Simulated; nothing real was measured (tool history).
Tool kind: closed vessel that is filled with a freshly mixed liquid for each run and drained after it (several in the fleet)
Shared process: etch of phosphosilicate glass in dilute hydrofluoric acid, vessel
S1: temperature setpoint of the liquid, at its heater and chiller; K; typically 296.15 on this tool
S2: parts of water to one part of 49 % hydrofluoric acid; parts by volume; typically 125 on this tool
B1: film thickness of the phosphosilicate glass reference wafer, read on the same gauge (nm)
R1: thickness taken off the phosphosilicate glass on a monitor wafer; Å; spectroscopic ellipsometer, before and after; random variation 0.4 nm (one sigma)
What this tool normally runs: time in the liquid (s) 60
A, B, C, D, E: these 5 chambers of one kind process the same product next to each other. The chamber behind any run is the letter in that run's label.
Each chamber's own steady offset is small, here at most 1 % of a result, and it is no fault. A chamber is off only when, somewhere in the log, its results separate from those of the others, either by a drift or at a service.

{"run": "1A", "day": 0.154, "S1": 296.15, "S2": 125, "time in the liquid (s)": 60, "B1": 30.008, "R1": 524.44}
{"run": "2D", "day": 0.338, "S1": 296.15, "S2": 125, "time in the liquid (s)": 60, "B1": 30.016, "R1": 530.04}
{"run": "3E", "day": 0.496, "S1": 296.15, "S2": 125, "time in the liquid (s)": 60, "B1": 29.989, "R1": 528.81}
{"run": "4C", "day": 0.612, "S1": 296.15, "S2": 125, "time in the liquid (s)": 60, "B1": 30.011, "R1": 538.61}
{"run": "5B", "day": 0.783, "S1": 296.15, "S2": 125, "time in the liquid (s)": 60, "B1": 29.98, "R1": 538.27}
{"run": "6D", "day": 0.962, "S1": 296.15, "S2": 125, "time in the liquid (s)": 60, "B1": 29.997, "R1": 533.67}
{"run": "7B", "day": 1.138, "S1": 296.15, "S2": 125, "time in the liquid (s)": 80, "B1": 30.003, "R1": 712.46}
{"run": "8C", "day": 1.312, "S1": 296.15, "S2": 125, "time in the liquid (s)": 80, "B1": 29.978, "R1": 710.86}
{"run": "9A", "day": 1.421, "S1": 296.15, "S2": 125, "time in the liquid (s)": 80, "B1": 30.021, "R1": 699.98}
{"run": "10E", "day": 1.6, "S1": 296.15, "S2": 125, "time in the liquid (s)": 80, "B1": 30.01, "R1": 700.74}
{"run": "11B", "day": 1.692, "S1": 296.15, "S2": 125, "time in the liquid (s)": 80, "B1": 30.016, "R1": 710.57}
{"run": "12A", "day": 1.817, "S1": 296.15, "S2": 125, "time in the liquid (s)": 45, "B1": 29.977, "R1": 393.45}
{"run": "13C", "day": 1.971, "S1": 296.15, "S2": 125, "time in the liquid (s)": 45, "B1": 30.019, "R1": 401.16}
{"run": "14E", "day": 2.117, "S1": 296.15, "S2": 125, "time in the liquid (s)": 45, "B1": 30.001, "R1": 398.94}
{"run": "15D", "day": 2.208, "S1": 296.15, "S2": 125, "time in the liquid (s)": 45, "B1": 30.012, "R1": 405.34}
{"run": "16A", "day": 2.392, "S1": 296.15, "S2": 125, "time in the liquid (s)": 45, "B1": 29.989, "R1": 389.41}
{"run": "17D", "day": 2.479, "S1": 296.15, "S2": 125, "time in the liquid (s)": 60, "B1": 29.997, "R1": 546.88}
{"run": "18B", "day": 2.629, "S1": 296.15, "S2": 125, "time in the liquid (s)": 60, "B1": 30.029, "R1": 525.65}
{"run": "19E", "day": 2.804, "S1": 296.15, "S2": 125, "time in the liquid (s)": 60, "B1": 29.998, "R1": 530.25}
{"run": "20C", "day": 2.912, "S1": 296.15, "S2": 125, "time in the liquid (s)": 60, "B1": 30.012, "R1": 524.86}
{"run": "21B", "day": 3.033, "S1": 296.15, "S2": 125, "time in the liquid (s)": 60, "B1": 30.012, "R1": 527.27}
{"run": "22C", "day": 3.121, "S1": 292.15, "S2": 175, "time in the liquid (s)": 60, "B1": 29.985, "R1": 308.24}
{"run": "23D", "day": 3.258, "S1": 292.15, "S2": 175, "time in the liquid (s)": 60, "B1": 29.983, "R1": 324.1}
{"run": "24E", "day": 3.388, "S1": 292.15, "S2": 175, "time in the liquid (s)": 60, "B1": 29.997, "R1": 301.72}
{"run": "25A", "day": 3.475, "S1": 292.15, "S2": 175, "time in the liquid (s)": 60, "B1": 29.994, "R1": 305.47}
{"run": "26B", "day": 3.579, "S1": 292.15, "S2": 175, "time in the liquid (s)": 60, "B1": 29.992, "R1": 303.88}
{"run": "27D", "day": 3.667, "S1": 299.15, "S2": 70, "time in the liquid (s)": 60, "B1": 30.002, "R1": 1173.4}
{"run": "28A", "day": 3.767, "S1": 299.15, "S2": 70, "time in the liquid (s)": 60, "B1": 30.008, "R1": 1106}
{"run": "29E", "day": 3.9, "S1": 299.15, "S2": 70, "time in the liquid (s)": 60, "B1": 29.996, "R1": 1163.1}
{"run": "30C", "day": 4.083, "S1": 299.15, "S2": 70, "time in the liquid (s)": 60, "B1": 29.982, "R1": 1133.6}
{"run": "31C", "day": 4.242, "S1": 299.15, "S2": 70, "time in the liquid (s)": 60, "B1": 30.005, "R1": 1135.3}
{"run": "32A", "day": 4.375, "S1": 296.15, "S2": 125, "time in the liquid (s)": 85, "B1": 30.016, "R1": 744.8}
{"run": "33D", "day": 4.554, "S1": 296.15, "S2": 125, "time in the liquid (s)": 85, "B1": 29.998, "R1": 800.89}
{"run": "34B", "day": 4.662, "S1": 296.15, "S2": 125, "time in the liquid (s)": 85, "B1": 30.003, "R1": 745.65}
{"run": "35E", "day": 4.792, "S1": 296.15, "S2": 125, "time in the liquid (s)": 85, "B1": 29.996, "R1": 750.73}
{"run": "36D", "day": 4.875, "S1": 296.15, "S2": 125, "time in the liquid (s)": 85, "B1": 29.978, "R1": 808.56}
{"run": "37E", "day": 5.017, "S1": 296.15, "S2": 125, "time in the liquid (s)": 60, "B1": 29.989, "R1": 533.12}
{"run": "38B", "day": 5.183, "S1": 299.15, "S2": 105, "time in the liquid (s)": 60, "B1": 29.995, "R1": 726.85}
{"run": "39A", "day": 5.342, "S1": 299.15, "S2": 105, "time in the liquid (s)": 60, "B1": 29.974, "R1": 705.95}
{"run": "40C", "day": 5.479, "S1": 299.15, "S2": 105, "time in the liquid (s)": 60, "B1": 29.982, "R1": 723.69}

Is one chamber out of step, is the gauge drifting, or do the chambers differ by no more than their own small offsets? For an off chamber, give its letter and the likeliest cause.

It is chamber D that slowly wanders off from its peers.
Most likely cause: liquid hotter than its thermometer reads (K) = 1.79.
From this log alone, it may not be told apart from: hydrofluoric acid flow above the setpoint (%).

Chamber D could run next with any of the 4 candidate recipes listed below; each alters the usual settings, and their results appear as question marks. Which one brings its results back in line with what the other chambers deliver on the usual settings?
In-line tolerance around the mean of the other chambers on the usual settings: R1 14 Å
{"run": "41D-1", "day": 5.608, "S1": 294.15, "S2": 125, "time in the liquid (s)": 60, "R1": "?"}
{"run": "41D-2", "day": 5.608, "S1": 296.15, "S2": 125, "time in the liquid (s)": 65, "R1": "?"}
{"run": "41D-3", "day": 5.608, "S1": 295.65, "S2": 125, "time in the liquid (s)": 60, "R1": "?"}
{"run": "41D-4", "day": 5.608, "S1": 296.65, "S2": 125, "time in the liquid (s)": 60, "R1": "?"}

Average result of the remaining chambers running the usual settings: R1 527.78 Å
run=41D-1 R1=526.92
run=41D-2 R1=617.38
run=41D-3 R1=558.74
run=41D-4 R1=580.97
41D-1 puts the chamber back in line with the other chambers.

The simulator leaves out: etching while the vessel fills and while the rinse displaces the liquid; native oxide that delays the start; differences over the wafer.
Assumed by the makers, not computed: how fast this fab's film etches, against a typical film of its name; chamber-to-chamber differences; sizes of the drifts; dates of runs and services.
